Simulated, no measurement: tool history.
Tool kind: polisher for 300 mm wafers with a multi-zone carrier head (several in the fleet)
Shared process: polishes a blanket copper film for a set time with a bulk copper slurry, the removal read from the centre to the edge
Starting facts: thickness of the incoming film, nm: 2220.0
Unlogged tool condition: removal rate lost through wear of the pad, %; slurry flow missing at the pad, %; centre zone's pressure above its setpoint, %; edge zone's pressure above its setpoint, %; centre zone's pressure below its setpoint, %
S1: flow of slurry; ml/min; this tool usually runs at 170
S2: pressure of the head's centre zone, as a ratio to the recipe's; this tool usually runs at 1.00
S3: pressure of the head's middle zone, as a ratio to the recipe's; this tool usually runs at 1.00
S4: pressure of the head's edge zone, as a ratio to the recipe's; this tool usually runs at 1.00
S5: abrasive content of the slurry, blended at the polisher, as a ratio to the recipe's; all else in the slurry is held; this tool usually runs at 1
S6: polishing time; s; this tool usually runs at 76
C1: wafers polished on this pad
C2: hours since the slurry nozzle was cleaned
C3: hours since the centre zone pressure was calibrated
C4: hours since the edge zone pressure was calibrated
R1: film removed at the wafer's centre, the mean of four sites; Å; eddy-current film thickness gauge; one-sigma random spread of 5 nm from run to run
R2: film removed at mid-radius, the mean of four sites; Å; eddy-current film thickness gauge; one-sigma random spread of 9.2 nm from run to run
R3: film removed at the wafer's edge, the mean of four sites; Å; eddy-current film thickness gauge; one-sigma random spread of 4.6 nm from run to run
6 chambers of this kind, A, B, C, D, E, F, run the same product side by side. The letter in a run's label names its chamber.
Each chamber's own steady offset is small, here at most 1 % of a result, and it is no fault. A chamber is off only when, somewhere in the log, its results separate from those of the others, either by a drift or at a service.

run   hour   S1    S2    S3    S4  S5  S6    C1     C2      C3     C4      R1      R2      R3
       1.5  -- chamber B: worn pad replaced by a new one
       5.2  -- chamber F: worn pad replaced by a new one
 1F    8.0  170  1.00  1.00  1.00   1  76    22  260.0   330.0  543.3  6722.4  6649.1  6653.2
      14.4  -- chamber D: worn pad replaced by a new one
 2A   18.8  170  1.00  1.00  1.00   1  76   721   50.2   976.8  786.7  6683.5  6813.6  6671.8
 3B   26.5  170  1.00  1.00  1.00   1  76   193  113.9   698.4  259.2  6744.5  6639.7  6707.0
      29.4  -- chamber E: centre zone pressure recalibrated
 4C   31.6  170  1.00  1.00  1.00   1  76   736  221.7   275.5  383.1  6788.7  6718.9  6752.0
 5D   39.0  170  1.00  1.00  1.00   1  76   191  471.3   529.0  530.3  6722.6  6624.2  6754.3
 6E   47.4  170  1.00  1.00  1.00   1  76   770  226.6    18.0  270.7  6687.2  6611.1  6792.8
 7A   59.0  170  1.00  1.00  1.00   1  76  1032   90.4  1017.0  826.9  6690.9  6804.3  6677.6
 8F   69.5  170  1.00  1.00  1.00   1  76   499  321.5   391.5  604.8  6717.6  6783.8  6625.7
 9B   75.7  170  1.00  1.00  1.00   1  76   575  163.1   747.6  308.4  6700.1  6809.8  6762.2
10E   81.0  170  1.00  1.00  1.00   1  76  1030  260.2    51.6  304.3  6629.2  6820.2  6760.7
11D   87.8  170  1.00  1.00  1.00   1  76   569  520.1   577.8  579.1  6745.3  6747.3  6644.9
      89.4  -- chamber F: worn pad replaced by a new one
      90.8  -- chamber E: worn pad replaced by a new one
      92.6  -- chamber B: worn pad replaced by a new one
12C   93.5  170  1.00  1.00  1.00   1  76  1216  283.6   337.4  445.0  6703.7  6690.1  6677.7
13F  102.3  195  1.00  1.00  1.00   1  76   100  354.3   424.3  637.6  6863.2  6875.8  6775.0
     104.8  -- chamber A: worn pad replaced by a new one
     105.1  -- chamber C: worn pad replaced by a new one
14B  111.6  195  1.00  1.00  1.00   1  76   147  199.0   783.5  344.3  6949.1  6863.2  6822.8
15E  122.4  195  1.00  1.00  1.00   1  76   245  301.6    93.0  345.7  6844.5  7166.2  6841.3
     127.3  -- chamber F: edge zone pressure recalibrated
16A  130.2  195  1.00  1.00  1.00   1  76   197  161.6  1088.2  898.1  6816.3  7008.9  6728.5
17C  138.8  195  1.00  1.00  1.00   1  76   261  328.9   382.7  490.3  6895.0  6736.5  6887.1
18D  144.5  195  1.00  1.00  1.00   1  76  1009  576.8   634.5  635.8  6859.4  6937.4  6743.2
19A  154.3  170  1.00  1.00  1.00   1  76   383  185.7  1112.3  922.2  6709.0  6656.3  6621.3
20B  159.8  170  1.00  1.00  1.00   1  76   521  247.2   831.7  392.5  6662.5  6794.3  6724.5
     161.9  -- chamber D: worn pad replaced by a new one
21D  169.2  170  1.00  1.00  1.00   1  76    56  601.5   659.2  660.5  6672.2  6630.7  6652.4
     172.6  -- chamber B: centre zone pressure recalibrated
     174.2  -- chamber B: worn pad replaced by a new one
22F  174.3  170  1.00  1.00  1.00   1  76   658  426.3   496.3   47.1  6706.9  6601.3  6577.2
     177.0  -- chamber F: worn pad replaced by a new one
23E  180.7  170  1.00  1.00  1.00   1  76   697  359.9   151.3  404.0  6666.7  6901.4  6755.2
     186.5  -- chamber A: edge zone pressure recalibrated
24C  186.9  170  1.07  0.93  1.00   1  76   634  377.0   430.8  538.4  7372.4  6160.9  6728.2
25C  195.1  170  1.07  0.93  1.00   1  76   698  385.2   439.0  546.6  7274.2  6158.4  6757.2
     199.7  -- chamber C: centre zone pressure recalibrated
26E  203.8  170  1.07  0.93  1.00   1  76   876  383.0   174.4  427.1  7107.1  6281.7  6673.8
     206.0  -- chamber F: slurry nozzle cleaned
27D  210.3  170  1.07  0.93  1.00   1  76   375  642.6   700.3  701.6  7229.1  6246.2  6684.7
28B  220.1  170  1.07  0.93  1.00   1  76   355  307.5    47.6  452.8  6787.3  6251.8  6752.7
     221.9  -- chamber E: worn pad replaced by a new one
     225.0  -- chamber A: slurry nozzle cleaned
29F  229.9  170  1.07  0.93  1.00   1  76   410   24.0   551.9  102.7  7218.7  6165.5  6597.7
30A  239.0  170  1.00  1.06  1.12   1  76  1040   14.1  1197.0   52.5  6722.1  7185.0  7010.4
     243.5  -- chamber F: worn pad replaced by a new one
31D  250.1  170  1.00  1.06  1.12   1  76   684  682.4   740.1  741.4  6651.7  6956.2  7211.3
     254.2  -- chamber B: worn pad replaced by a new one
32B  259.5  170  1.00  1.06  1.12   1  76    41  346.9    87.0  492.2  6173.5  7138.1  7119.3
     262.4  -- chamber C: worn pad replaced by a new one
33C  269.1  170  1.00  1.06  1.12   1  76    52  459.2    69.5  620.6  6767.9  7122.6  7077.1
34F  274.9  170  1.00  1.06  1.12   1  76   243   69.0   596.9  147.7  6687.5  7208.6  7046.3
35A  282.0  170  1.00  1.06  1.12   1  76  1374   57.1  1240.0   95.5  6745.7  7039.6  7061.8
36E  293.2  170  1.00  1.00  1.00   1  76   553  472.4   263.8  516.5  6617.6  6881.4  6773.2
37A  299.5  170  1.00  1.00  1.00   1  76  1509   74.6  1257.5  113.0  6756.5  6765.1  6660.3
38B  309.9  170  1.00  1.00  1.00   1  76   432  397.3   137.4  542.6  6185.6  6677.6  6804.8
39F  321.4  170  1.00  1.00  1.00   1  76   604  115.5   643.4  194.2  6793.1  6650.6  6653.2
     327.0  -- chamber C: slurry nozzle cleaned
40C  331.1  170  1.00  1.00  1.00   1  76   533    4.1   131.5  682.6  6790.4  6688.6  6744.4

Has any chamber moved away from the others, gradually or after a service, or does the common gauge drift, or do the chambers differ only by their own small steady offsets? State the chamber and the most likely cause if one applies.

A service left chamber B off against the others.
What lies behind it: centre zone's pressure below its setpoint, % = 6.66.

Here are 4 candidates for chamber B's next run, each the usual settings with a change, their results left as question marks. Which one brings its results back in line with what the others give on the usual settings?
To be in line, a result may differ from the other chambers' mean on the usual settings by at most: R1 170.0 Å; R2 320.0 Å; R3 160.0 Å
41B-1  339.5  175  1.06  0.99  0.98   1  76                   ?   ?   ?
41B-2  339.5  170  0.98  1.01  1.01   1  76                   ?   ?   ?
41B-3  339.5  170  1.02  0.99  0.99   1  76                   ?   ?   ?
41B-4  339.5  165  0.94  1.01  1.02   1  76                   ?   ?   ?

Mean of the other chambers on the usual settings: R1 6696.9 Å; R2 6685.8 Å; R3 6684.6 Å
  run      R1      R2      R3
41B-1  6658.1  6745.4  6725.9
41B-2  6067.4  6838.7  6808.7
41B-3  6344.3  6714.3  6738.5
41B-4  5756.4  6805.2  6819.4
Change 41B-1 lands the chamber within the allowed miss of the other chambers.
